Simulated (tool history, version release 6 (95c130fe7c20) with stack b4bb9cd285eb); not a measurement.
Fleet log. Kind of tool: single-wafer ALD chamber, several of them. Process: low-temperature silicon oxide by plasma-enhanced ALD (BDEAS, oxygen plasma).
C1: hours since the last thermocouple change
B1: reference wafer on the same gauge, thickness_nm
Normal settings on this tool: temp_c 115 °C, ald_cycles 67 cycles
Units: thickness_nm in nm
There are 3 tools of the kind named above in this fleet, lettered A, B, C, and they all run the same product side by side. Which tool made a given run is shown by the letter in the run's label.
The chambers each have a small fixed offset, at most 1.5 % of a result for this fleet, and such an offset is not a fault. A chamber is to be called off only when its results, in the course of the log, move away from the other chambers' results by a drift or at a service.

Run 1C, hour 5.1: usual settings; C1 909.2; B1 10.424. Result: thickness_nm 9.2955 nm.
Run 2A, hour 8.9: usual settings; C1 1068.1; B1 10.408. Result: thickness_nm 9.4195 nm.
Run 3B, hour 11.2: usual settings; C1 1320.1; B1 10.418. Result: thickness_nm 9.212 nm.
Run 4A, hour 13.7: usual settings; C1 1072.9; B1 10.42. Result: thickness_nm 9.4615 nm.
Run 5B, hour 18.9: usual settings but temp_c 125 °C, ald_cycles 61 cycles; C1 1327.8; B1 10.422. Result: thickness_nm 8.2842 nm.
Run 6C, hour 23.8: usual settings but temp_c 125 °C, ald_cycles 61 cycles; C1 927.9; B1 10.411. Result: thickness_nm 8.3069 nm.
Run 7A, hour 26.6: usual settings but temp_c 125 °C, ald_cycles 61 cycles; C1 1085.8; B1 10.407. Result: thickness_nm 8.4359 nm.
Run 8C, hour 29: usual settings; C1 933.1; B1 10.407. Result: thickness_nm 9.302 nm.
Run 9B, hour 32: usual settings; C1 1340.9; B1 10.419. Result: thickness_nm 9.2194 nm.
Run 10A, hour 35.8: usual settings; C1 1095; B1 10.417. Result: thickness_nm 9.4194 nm.
Run 11B, hour 40.7: usual settings; C1 1349.6; B1 10.418. Result: thickness_nm 9.3363 nm.
Run 12C, hour 45.7: usual settings; C1 949.8; B1 10.425. Result: thickness_nm 9.2642 nm.
Run 13C, hour 48.9: usual settings; C1 953; B1 10.421. Result: thickness_nm 9.281 nm.
Run 14B, hour 51.4: usual settings; C1 1360.3; B1 10.407. Result: thickness_nm 9.2698 nm.
Run 15A, hour 54.2: usual settings; C1 1113.4; B1 10.423. Result: thickness_nm 9.3251 nm.
Run 16C, hour 58.7: usual settings; C1 962.8; B1 10.433. Result: thickness_nm 9.3349 nm.
Run 17B, hour 61.5: usual settings; C1 1370.4; B1 10.431. Result: thickness_nm 9.2884 nm.
Run 18A, hour 66.1: usual settings; C1 1125.3; B1 10.425. Result: thickness_nm 9.3932 nm.
Run 19A, hour 69.4: usual settings; C1 1128.6; B1 10.418. Result: thickness_nm 9.4343 nm.
Run 20C, hour 72: usual settings but temp_c 102 °C; C1 976.1; B1 10.432. Result: thickness_nm 9.4786 nm.
Run 21B, hour 76.9: usual settings but temp_c 102 °C; C1 1385.8; B1 10.416. Result: thickness_nm 9.4859 nm.
Run 22B, hour 81.1: usual settings but temp_c 102 °C; C1 1390; B1 10.427. Result: thickness_nm 9.5234 nm.
Run 23A, hour 83.9: usual settings; C1 1143.1; B1 10.418. Result: thickness_nm 9.3863 nm.
Run 24C, hour 86.9: usual settings; C1 991; B1 10.422. Result: thickness_nm 9.2838 nm.
Run 25B, hour 91: usual settings; C1 1399.9; B1 10.424. Result: thickness_nm 9.3067 nm.
Run 26C, hour 94.8: usual settings but temp_c 120 °C, ald_cycles 60 cycles; C1 998.9; B1 10.425. Result: thickness_nm 8.1795 nm.
Run 27A, hour 97.4: usual settings but temp_c 120 °C, ald_cycles 60 cycles; C1 1156.6; B1 10.418. Result: thickness_nm 8.3621 nm.
Run 28C, hour 100.3: usual settings but temp_c 120 °C, ald_cycles 60 cycles; C1 1004.4; B1 10.419. Result: thickness_nm 8.2303 nm.
Run 29A, hour 104.9: usual settings but temp_c 125 °C; C1 1164.1; B1 10.413. Result: thickness_nm 9.2748 nm.
Run 30B, hour 108.3: usual settings but temp_c 125 °C; C1 1417.2; B1 10.414. Result: thickness_nm 9.0913 nm.
Run 31B, hour 113.3: usual settings but temp_c 125 °C; C1 1422.2; B1 10.428. Result: thickness_nm 9.112 nm.
Run 32A, hour 115.8: usual settings but temp_c 130 °C; C1 1175; B1 10.419. Result: thickness_nm 9.1762 nm.
Run 33C, hour 118.9: usual settings but temp_c 130 °C; C1 1023; B1 10.422. Result: thickness_nm 9.0576 nm.
Run 34A, hour 121.4: usual settings but temp_c 130 °C; C1 1180.6; B1 10.426. Result: thickness_nm 9.1506 nm.
Run 35C, hour 124.1: usual settings; C1 1028.2; B1 10.421. Result: thickness_nm 9.2746 nm.
Run 36B, hour 127.8: usual settings; C1 1436.7; B1 10.404. Result: thickness_nm 9.3539 nm.
Run 37C, hour 131.5: usual settings; C1 1035.6; B1 10.42. Result: thickness_nm 9.2786 nm.
Run 38B, hour 134.1: usual settings; C1 1443; B1 10.428. Result: thickness_nm 9.3001 nm.
Run 39A, hour 137: usual settings; C1 1196.2; B1 10.414. Result: thickness_nm 9.4479 nm.
Run 40A, hour 139.7: usual settings; C1 1198.9; B1 10.416. Result: thickness_nm 9.3986 nm.
Run 41B, hour 142.6: usual settings; C1 1451.5; B1 10.411. Result: thickness_nm 9.2873 nm.
Run 42C, hour 147.7: usual settings; C1 1051.8; B1 10.423. Result: thickness_nm 9.2951 nm.
Run 43C, hour 151.1: usual settings; C1 1055.2; B1 10.421. Result: thickness_nm 9.2376 nm.
Run 44B, hour 153.8: usual settings; C1 1462.7; B1 10.424. Result: thickness_nm 9.204 nm.

Is one chamber off against the others, does the gauge drift, or is nothing wrong? If a chamber is off, say which, and what the likeliest cause is.

No chamber is off and the gauge is stable; the differences are just each chamber's small, constant offset.
